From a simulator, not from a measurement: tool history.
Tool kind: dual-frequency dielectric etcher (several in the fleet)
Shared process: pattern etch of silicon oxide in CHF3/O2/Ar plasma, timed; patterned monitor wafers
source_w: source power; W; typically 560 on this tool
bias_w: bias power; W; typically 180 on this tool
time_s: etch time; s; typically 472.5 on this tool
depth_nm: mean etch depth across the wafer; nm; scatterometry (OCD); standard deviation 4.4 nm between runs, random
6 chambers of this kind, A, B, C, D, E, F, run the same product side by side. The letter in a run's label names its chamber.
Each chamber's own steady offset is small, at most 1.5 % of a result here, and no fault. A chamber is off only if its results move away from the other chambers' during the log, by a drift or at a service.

run	hour	source_w	bias_w	time_s	hours since the last wet clean	hours since the last source power generator calibration	hours since the last bias power generator calibration	read-back reference wafer on the same gauge, depth_nm	depth_nm
1E	4.7	560	180	472.5	314.2	1155.5	3343.9	919.56	903.19
2C	11.2	560	180	472.5	15.9	2186.9	1916.3	919.73	908.99
3D	14.7	560	180	472.5	199.3	928.6	1200	920.85	915.27
4B	18.7	560	180	472.5	156	1080.7	1282.7	920.28	914.37
# hour 22.2: chamber F: wet clean of the chamber
5F	25.3	560	180	472.5	3.1	349.1	4310.4	919.92	911.31
6A	32.2	560	193	472.5	321.4	2842.6	109.2	919.74	919.3
7A	38.1	560	193	472.5	327.3	2848.5	115.1	918.98	933.43
8B	42.7	560	193	472.5	180	1104.7	1306.7	919.19	936.87
9E	47.8	560	193	472.5	357.3	1198.6	3387	920.97	914.58
10D	54.1	560	193	472.5	238.7	968	1239.4	920.21	937.21
11F	61	560	193	472.5	38.8	384.8	4346.1	920.13	925.3
12C	65.1	560	180	472.5	69.8	2240.8	1970.2	920.99	911.63
13D	69.7	560	180	472.5	254.3	983.6	1255	920.6	912.89
14A	74.3	560	180	472.5	363.5	2884.7	151.3	920.17	909.33
15C	77.7	560	180	472.5	82.4	2253.4	1982.8	920.39	907.9
16B	83.1	560	180	472.5	220.4	1145.1	1347.1	920.51	928.11
17E	88	560	180	472.5	397.5	1238.8	3427.2	919.34	906.81
18F	92.7	560	180	472.5	70.5	416.5	4377.8	919.01	906.85
19A	96.2	560	180	472.5	385.4	2906.6	173.2	919.22	903.18
# hour 97: chamber E: wet clean of the chamber
20F	99.7	560	180	472.5	77.5	423.5	4384.8	920.72	900.41
21D	104.6	510	180	365.5	289.2	1018.5	1289.9	920.36	677.91
# hour 106.3: chamber A: wet clean of the chamber
22C	112	510	180	365.5	116.7	2287.7	2017.1	920.04	680.38
23B	115.8	510	180	365.5	253.1	1177.8	1379.8	920.36	705.92
24E	121.2	510	180	365.5	24.2	1272	3460.4	919	676.66
25F	126.4	510	180	365.5	104.2	450.2	4411.5	920.13	678.81
26C	133.5	510	180	365.5	138.2	2309.2	2038.6	920.59	683.07
27E	138.4	560	180	472.5	41.4	1289.2	3477.6	920.22	891.23
28D	145.2	560	180	472.5	329.8	1059.1	1330.5	919.84	917.14
29B	151.2	560	180	472.5	288.5	1213.2	1415.2	920.22	938.38
# hour 152: chamber F: bias power generator calibrated
30A	156.3	560	180	472.5	50	2966.7	233.3	921.44	902.23
31B	163.7	560	180	472.5	301	1225.7	1427.7	920.85	943.21
32A	169.4	560	180	472.5	63.1	2979.8	246.4	919.62	909.08
33D	175.3	560	180	472.5	359.9	1089.2	1360.6	919.39	911.48
34F	181.6	640	180	583	159.4	505.4	29.6	921.34	1173
35E	185	640	180	583	88	1335.8	3524.2	921.25	1165.4
36C	189.7	640	180	583	194.4	2365.4	2094.8	919.51	1193.8
37C	196.5	640	180	583	201.2	2372.2	2101.6	919.3	1190.5
38B	201.1	640	180	583	338.4	1263.1	1465.1	919.48	1245.5
39E	206.3	640	180	583	109.3	1357.1	3545.5	920.2	1163.4
40D	209.6	560	180	472.5	394.2	1123.5	1394.9	919.66	914.28
41A	215.3	560	180	472.5	109	3025.7	292.3	919.12	900.89
42F	221.3	560	180	472.5	199.1	545.1	69.3	919.78	907.11
43B	226.5	560	180	472.5	363.8	1288.5	1490.5	920.02	968.89

Decide between three cases: one chamber stands off from its peers, the gauge reading all wafers drifts, or nothing is wrong past each chamber's small offset. Where a chamber is off, say which and what most likely put it there.

Chamber B drifts away from the others.
Likeliest cause: etch rate over this chamber's usual, % = 4.55.

Which of the 4 candidates below, each the usual settings with something changed and its results left as question marks, puts chamber B back in line with what the other chambers give on the usual settings?
In-line tolerance around the mean of the other chambers on the usual settings: depth_nm 16 nm
44B-1	231.8	560	179	462.5					?
44B-2	231.8	560	180	483					?
44B-3	231.8	610	194	472.5					?
44B-4	231.8	510	166	472.5					?

Other chambers, usual settings, mean: depth_nm 908.36 nm
run	depth_nm
44B-1	938.42
44B-2	981.84
44B-3	1017.1
44B-4	902.66
Change 44B-4 lands the chamber within the allowed miss of the other chambers.

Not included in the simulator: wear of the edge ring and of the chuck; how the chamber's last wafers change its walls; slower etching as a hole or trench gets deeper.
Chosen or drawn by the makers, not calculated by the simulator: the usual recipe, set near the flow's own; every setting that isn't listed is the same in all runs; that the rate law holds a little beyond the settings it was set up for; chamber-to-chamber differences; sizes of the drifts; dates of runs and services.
